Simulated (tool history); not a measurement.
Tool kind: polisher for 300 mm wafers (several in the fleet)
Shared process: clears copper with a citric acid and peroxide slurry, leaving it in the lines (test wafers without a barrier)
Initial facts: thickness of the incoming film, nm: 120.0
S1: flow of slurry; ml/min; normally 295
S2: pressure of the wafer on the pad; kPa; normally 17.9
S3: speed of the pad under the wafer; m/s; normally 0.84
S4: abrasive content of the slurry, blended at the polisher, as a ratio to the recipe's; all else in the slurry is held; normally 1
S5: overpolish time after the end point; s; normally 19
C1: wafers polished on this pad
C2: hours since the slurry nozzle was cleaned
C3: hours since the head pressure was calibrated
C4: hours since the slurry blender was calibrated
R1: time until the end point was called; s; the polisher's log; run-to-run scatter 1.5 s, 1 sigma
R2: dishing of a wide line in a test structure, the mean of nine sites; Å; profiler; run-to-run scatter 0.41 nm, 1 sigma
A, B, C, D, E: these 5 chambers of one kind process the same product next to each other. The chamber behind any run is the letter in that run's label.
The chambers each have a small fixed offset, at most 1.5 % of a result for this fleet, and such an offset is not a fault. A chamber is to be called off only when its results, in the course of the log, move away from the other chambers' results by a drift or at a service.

{"hour": 4.4, "done": "chamber A: head pressure recalibrated"}
{"run": "1E", "hour": 5.9, "S1": 295, "S2": 17.9, "S3": 0.84, "S4": 1, "S5": 19, "C1": 724, "C2": 339.7, "C3": 209.7, "C4": 54.1, "R1": 87.882, "R2": 167.55}
{"run": "2A", "hour": 10.7, "S1": 295, "S2": 17.9, "S3": 0.84, "S4": 1, "S5": 19, "C1": 297, "C2": 570.3, "C3": 6.3, "C4": 388.4, "R1": 87.329, "R2": 163.31}
{"hour": 10.9, "done": "chamber D: worn pad replaced by a new one"}
{"hour": 16.6, "done": "chamber B: worn pad replaced by a new one"}
{"run": "3D", "hour": 18.8, "S1": 295, "S2": 17.9, "S3": 0.84, "S4": 1, "S5": 19, "C1": 69, "C2": 644.2, "C3": 1298.2, "C4": 155.7, "R1": 85.484, "R2": 167.35}
{"hour": 21.1, "done": "chamber A: slurry blender recalibrated"}
{"hour": 22.6, "done": "chamber D: slurry blender recalibrated"}
{"run": "4B", "hour": 24.1, "S1": 295, "S2": 17.9, "S3": 0.84, "S4": 1, "S5": 19, "C1": 66, "C2": 430.1, "C3": 250.6, "C4": 387.3, "R1": 88.565, "R2": 166.89}
{"hour": 25.6, "done": "chamber E: worn pad replaced by a new one"}
{"run": "5C", "hour": 34.1, "S1": 395, "S2": 17.9, "S3": 0.96, "S4": 1, "S5": 19, "C1": 569, "C2": 162.4, "C3": 1017.1, "C4": 263.6, "R1": 74.823, "R2": 178.47}
{"hour": 38.8, "done": "chamber A: slurry nozzle cleaned"}
{"run": "6A", "hour": 41.6, "S1": 395, "S2": 17.9, "S3": 0.96, "S4": 1, "S5": 19, "C1": 570, "C2": 2.9, "C3": 37.2, "C4": 20.5, "R1": 75.057, "R2": 183.28}
{"run": "7E", "hour": 50.4, "S1": 395, "S2": 17.9, "S3": 0.96, "S4": 1, "S5": 19, "C1": 218, "C2": 384.2, "C3": 254.2, "C4": 98.6, "R1": 74.588, "R2": 191.92}
{"hour": 53.1, "done": "chamber D: head pressure recalibrated"}
{"run": "8B", "hour": 59.2, "S1": 395, "S2": 17.9, "S3": 0.96, "S4": 1, "S5": 19, "C1": 375, "C2": 465.2, "C3": 285.7, "C4": 422.4, "R1": 77.263, "R2": 184.54}
{"hour": 64.1, "done": "chamber D: worn pad replaced by a new one"}
{"run": "9C", "hour": 65.4, "S1": 395, "S2": 17.9, "S3": 0.96, "S4": 1, "S5": 19, "C1": 844, "C2": 193.7, "C3": 1048.4, "C4": 294.9, "R1": 76.519, "R2": 186.21}
{"run": "10D", "hour": 70.8, "S1": 295, "S2": 17.9, "S3": 0.84, "S4": 1, "S5": 19, "C1": 59, "C2": 696.2, "C3": 17.7, "C4": 48.2, "R1": 90.19, "R2": 176.08}
{"hour": 73.9, "done": "chamber C: slurry nozzle cleaned"}
{"run": "11A", "hour": 78.9, "S1": 295, "S2": 17.9, "S3": 0.84, "S4": 1, "S5": 19, "C1": 898, "C2": 40.2, "C3": 74.5, "C4": 57.8, "R1": 88.476, "R2": 161.22}
{"hour": 86.3, "done": "chamber C: head pressure recalibrated"}
{"run": "12D", "hour": 86.8, "S1": 295, "S2": 17.9, "S3": 0.96, "S4": 1, "S5": 22, "C1": 200, "C2": 712.2, "C3": 33.7, "C4": 64.2, "R1": 76.758, "R2": 200.04}
{"hour": 93.0, "done": "chamber C: worn pad replaced by a new one"}
{"run": "13B", "hour": 93.7, "S1": 295, "S2": 17.9, "S3": 0.96, "S4": 1, "S5": 22, "C1": 679, "C2": 499.7, "C3": 320.2, "C4": 456.9, "R1": 76.545, "R2": 205.28}
{"run": "14E", "hour": 102.3, "S1": 295, "S2": 17.9, "S3": 0.96, "S4": 1, "S5": 22, "C1": 676, "C2": 436.1, "C3": 306.1, "C4": 150.5, "R1": 76.875, "R2": 197.3}
{"hour": 111.1, "done": "chamber B: worn pad replaced by a new one"}
{"run": "15C", "hour": 112.1, "S1": 295, "S2": 17.9, "S3": 0.96, "S4": 1, "S5": 22, "C1": 168, "C2": 38.2, "C3": 25.8, "C4": 341.6, "R1": 77.103, "R2": 197.84}
{"run": "16C", "hour": 116.7, "S1": 295, "S2": 17.9, "S3": 0.96, "S4": 1, "S5": 22, "C1": 209, "C2": 42.8, "C3": 30.4, "C4": 346.2, "R1": 78.208, "R2": 208.03}
{"hour": 119.5, "done": "chamber B: slurry blender recalibrated"}
{"hour": 121.7, "done": "chamber D: worn pad replaced by a new one"}
{"run": "17D", "hour": 126.0, "S1": 295, "S2": 17.9, "S3": 0.84, "S4": 1, "S5": 19, "C1": 38, "C2": 751.4, "C3": 72.9, "C4": 103.4, "R1": 87.988, "R2": 165.12}
{"hour": 130.5, "done": "chamber E: worn pad replaced by a new one"}
{"hour": 132.8, "done": "chamber A: worn pad replaced by a new one"}
{"run": "18E", "hour": 132.8, "S1": 295, "S2": 17.9, "S3": 0.84, "S4": 1, "S5": 19, "C1": 20, "C2": 466.6, "C3": 336.6, "C4": 181, "R1": 88.816, "R2": 164.21}
{"hour": 138.3, "done": "chamber C: slurry blender recalibrated"}
{"run": "19B", "hour": 142.7, "S1": 295, "S2": 17.9, "S3": 0.84, "S4": 1, "S5": 19, "C1": 278, "C2": 548.7, "C3": 369.2, "C4": 23.2, "R1": 87.633, "R2": 170.47}
{"run": "20A", "hour": 152.2, "S1": 295, "S2": 17.9, "S3": 0.84, "S4": 1, "S5": 19, "C1": 171, "C2": 113.5, "C3": 147.8, "C4": 131.1, "R1": 84.571, "R2": 169.82}
{"run": "21B", "hour": 159.3, "S1": 295, "S2": 17.9, "S3": 0.84, "S4": 1, "S5": 19, "C1": 424, "C2": 565.3, "C3": 385.8, "C4": 39.8, "R1": 87.584, "R2": 157.15}
{"run": "22E", "hour": 165.4, "S1": 295, "S2": 17.9, "S3": 0.84, "S4": 1, "S5": 19, "C1": 307, "C2": 499.2, "C3": 369.2, "C4": 213.6, "R1": 87.243, "R2": 162.54}
{"hour": 165.8, "done": "chamber D: slurry blender recalibrated"}
{"hour": 168.8, "done": "chamber D: slurry nozzle cleaned"}
{"run": "23D", "hour": 172.1, "S1": 295, "S2": 17.9, "S3": 0.84, "S4": 1, "S5": 19, "C1": 444, "C2": 3.3, "C3": 119, "C4": 6.3, "R1": 87.69, "R2": 162.19}
{"run": "24A", "hour": 181.9, "S1": 295, "S2": 17.9, "S3": 0.84, "S4": 1, "S5": 19, "C1": 432, "C2": 143.2, "C3": 177.5, "C4": 160.8, "R1": 87.477, "R2": 170.2}
{"hour": 183.9, "done": "chamber D: worn pad replaced by a new one"}
{"run": "25C", "hour": 188.7, "S1": 295, "S2": 17.9, "S3": 0.84, "S4": 1, "S5": 19, "C1": 843, "C2": 114.8, "C3": 102.4, "C4": 50.5, "R1": 86.952, "R2": 172.8}
{"run": "26C", "hour": 198.3, "S1": 295, "S2": 17.9, "S3": 0.84, "S4": 1, "S5": 19, "C1": 928, "C2": 124.4, "C3": 112, "C4": 60.1, "R1": 84.908, "R2": 165.73}
{"run": "27B", "hour": 203.2, "S1": 295, "S2": 17.9, "S3": 0.84, "S4": 1, "S5": 19, "C1": 811, "C2": 609.2, "C3": 429.7, "C4": 83.7, "R1": 88.445, "R2": 161.27}
{"run": "28A", "hour": 207.8, "S1": 295, "S2": 17.9, "S3": 1.1, "S4": 1, "S5": 10, "C1": 660, "C2": 169.1, "C3": 203.4, "C4": 186.7, "R1": 65.747, "R2": 122.06}
{"run": "29E", "hour": 215.6, "S1": 295, "S2": 17.9, "S3": 1.1, "S4": 1, "S5": 10, "C1": 749, "C2": 549.4, "C3": 419.4, "C4": 263.8, "R1": 67.842, "R2": 119.36}
{"hour": 220.3, "done": "chamber C: worn pad replaced by a new one"}
{"run": "30D", "hour": 222.2, "S1": 295, "S2": 17.9, "S3": 1.1, "S4": 1, "S5": 10, "C1": 338, "C2": 53.4, "C3": 169.1, "C4": 56.4, "R1": 69.559, "R2": 121.11}
{"run": "31A", "hour": 227.0, "S1": 295, "S2": 17.9, "S3": 1.1, "S4": 1, "S5": 10, "C1": 829, "C2": 188.3, "C3": 222.6, "C4": 205.9, "R1": 67.129, "R2": 122.88}
{"hour": 230.2, "done": "chamber B: head pressure recalibrated"}
{"run": "32B", "hour": 232.2, "S1": 295, "S2": 17.9, "S3": 1.1, "S4": 1, "S5": 10, "C1": 1066, "C2": 638.2, "C3": 2, "C4": 112.7, "R1": 66.884, "R2": 121.58}
{"run": "33C", "hour": 237.9, "S1": 295, "S2": 17.9, "S3": 0.84, "S4": 1, "S5": 19, "C1": 155, "C2": 164, "C3": 151.6, "C4": 99.7, "R1": 86.968, "R2": 164.62}

Next, every chamber runs the same settings. What will each give?
{"run": "34A", "hour": 245.4, "S1": 295, "S2": 17.9, "S3": 0.84, "S4": 1, "S5": 19, "R1": "?", "R2": "?"}
{"run": "34B", "hour": 245.4, "S1": 295, "S2": 17.9, "S3": 0.84, "S4": 1, "S5": 19, "R1": "?", "R2": "?"}
{"run": "34C", "hour": 245.4, "S1": 295, "S2": 17.9, "S3": 0.84, "S4": 1, "S5": 19, "R1": "?", "R2": "?"}
{"run": "34D", "hour": 245.4, "S1": 295, "S2": 17.9, "S3": 0.84, "S4": 1, "S5": 19, "R1": "?", "R2": "?"}
{"run": "34E", "hour": 245.4, "S1": 295, "S2": 17.9, "S3": 0.84, "S4": 1, "S5": 19, "R1": "?", "R2": "?"}

run=34A R1=88.508 R2=165.15
run=34B R1=87.994 R2=165.64
run=34C R1=88.595 R2=168.99
run=34D R1=87.975 R2=172.19
run=34E R1=89.03 R2=162.73

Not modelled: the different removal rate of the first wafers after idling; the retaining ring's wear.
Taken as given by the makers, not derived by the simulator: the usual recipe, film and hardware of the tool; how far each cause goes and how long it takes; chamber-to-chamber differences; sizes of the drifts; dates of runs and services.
